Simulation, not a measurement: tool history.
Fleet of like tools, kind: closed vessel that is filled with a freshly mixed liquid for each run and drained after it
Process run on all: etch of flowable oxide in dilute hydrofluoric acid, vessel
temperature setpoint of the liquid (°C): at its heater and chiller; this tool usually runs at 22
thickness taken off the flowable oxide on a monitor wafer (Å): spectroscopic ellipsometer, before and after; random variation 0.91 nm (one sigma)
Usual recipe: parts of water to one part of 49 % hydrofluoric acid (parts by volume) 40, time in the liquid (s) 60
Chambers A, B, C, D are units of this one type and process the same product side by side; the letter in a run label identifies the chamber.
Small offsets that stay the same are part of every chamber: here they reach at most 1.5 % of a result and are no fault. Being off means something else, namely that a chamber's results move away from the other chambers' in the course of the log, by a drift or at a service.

run,hour,temperature setpoint of the liquid (°C),parts of water to one part of 49 % hydrofluoric acid (parts by volume),time in the liquid (s),hours since the thermometer was replaced,hours since the hydrofluoric acid flow meter was replaced,"read-back film thickness of the flowable oxide reference wafer, read on the same gauge (nm)",thickness taken off the flowable oxide on a monitor wafer (Å)
1B,6.1,22,40,60,2160.5,1383.4,59.995,956.53
2C,11.3,22,40,60,195.9,704.8,60.024,950.67
3A,16.2,22,40,60,2756.4,393.2,59.973,982.17
4D,21.3,22,40,60,603.1,407.3,60.013,958.75
5C,26.6,22,40,60,211.2,720.1,60.013,956.71
6A,31.0,22,40,60,2771.2,408.0,59.964,948.94
7B,35.0,22,40,60,2189.4,1412.3,59.990,959.15
8D,40.3,22,40,60,622.1,426.3,60.027,942.25
9D,46.6,22,40,60,628.4,432.6,59.966,961.90
10C,50.3,22,40,60,234.9,743.8,60.020,960.65
11B,53.0,22,40,60,2207.4,1430.3,60.024,970.76
12A,58.1,22,40,60,2798.3,435.1,59.955,964.45
13D,64.0,22,40,60,645.8,450.0,59.974,946.17
14B,69.5,19,40,60,2223.9,1446.8,60.015,827.33
15C,74.0,19,40,60,258.6,767.5,60.016,859.20
16A,80.0,19,40,60,2820.2,457.0,59.994,862.96
17C,85.1,19,40,60,269.7,778.6,60.035,830.51
18A,89.3,22,40,60,2829.5,466.3,60.005,981.96
# hour 92.7: chamber D: hydrofluoric acid flow meter replaced
19D,95.6,22,40,60,677.4,3.0,60.006,933.67
20B,100.7,22,40,60,2255.1,1478.0,60.007,968.93
21D,105.5,22,40,60,687.3,12.9,59.993,949.85
22B,109.5,22,40,60,2263.9,1486.8,60.033,968.06
23A,115.7,22,30,75,2855.9,492.7,59.996,1685.00
24C,120.3,22,30,75,304.9,813.8,60.034,1614.40
25C,125.9,22,30,75,310.5,819.4,59.980,1611.00
26A,130.4,22,30,75,2870.6,507.4,60.021,1715.10
27B,133.7,22,40,60,2288.1,1511.0,60.005,944.22
28D,140.0,26,55,60,721.8,47.4,59.994,790.38
29D,145.2,26,55,60,727.0,52.6,59.971,788.08
30B,148.9,26,55,60,2303.3,1526.2,59.942,811.36
31C,154.1,26,55,60,338.7,847.6,59.962,811.84
32A,158.5,22,40,60,2898.7,535.5,59.987,1013.00
# hour 162.9: chamber A: thermometer replaced
33A,163.1,22,40,60,0.3,540.1,60.040,1019.30
34C,166.6,22,40,60,351.2,860.1,60.025,949.15
35B,171.1,22,40,60,2325.5,1548.4,60.002,945.95
36D,176.9,22,40,60,758.7,84.3,60.004,947.40
37B,182.8,22,40,60,2337.2,1560.1,59.977,959.73
38C,186.1,22,40,60,370.7,879.6,60.004,954.18

Which is it: a chamber that has drifted or been left off by a service, a gauge drift common to all chambers, or only each chamber's usual small offset? If a chamber is off, name it and its likeliest cause.

Chamber A drifts away from the others.
What lies behind it: hydrofluoric acid flow above the setpoint (%) = 7.9.

Below are 4 candidate recipes for chamber A's next run, each the usual settings with a change, their results shown as question marks. Which of them brings A's results back in line with what the other chambers give on the usual settings?
To be in line, a result may differ from the other chambers' mean on the usual settings by at most: thickness taken off the flowable oxide on a monitor wafer (Å) 32.00
39A-1,190.7,21.5,45,60,,,,?
39A-2,190.7,22.0,40,65,,,,?
39A-3,190.7,22.0,40,55,,,,?
39A-4,190.7,22.0,40,70,,,,?

The mean the other chambers reach with the usual settings: thickness taken off the flowable oxide on a monitor wafer (Å) 952.37
run,thickness taken off the flowable oxide on a monitor wafer (Å)
39A-1,907.16
39A-2,1135.00
39A-3,960.35
39A-4,1222.30
The answer is 39A-3, which returns the chamber to within the allowed miss of the others.
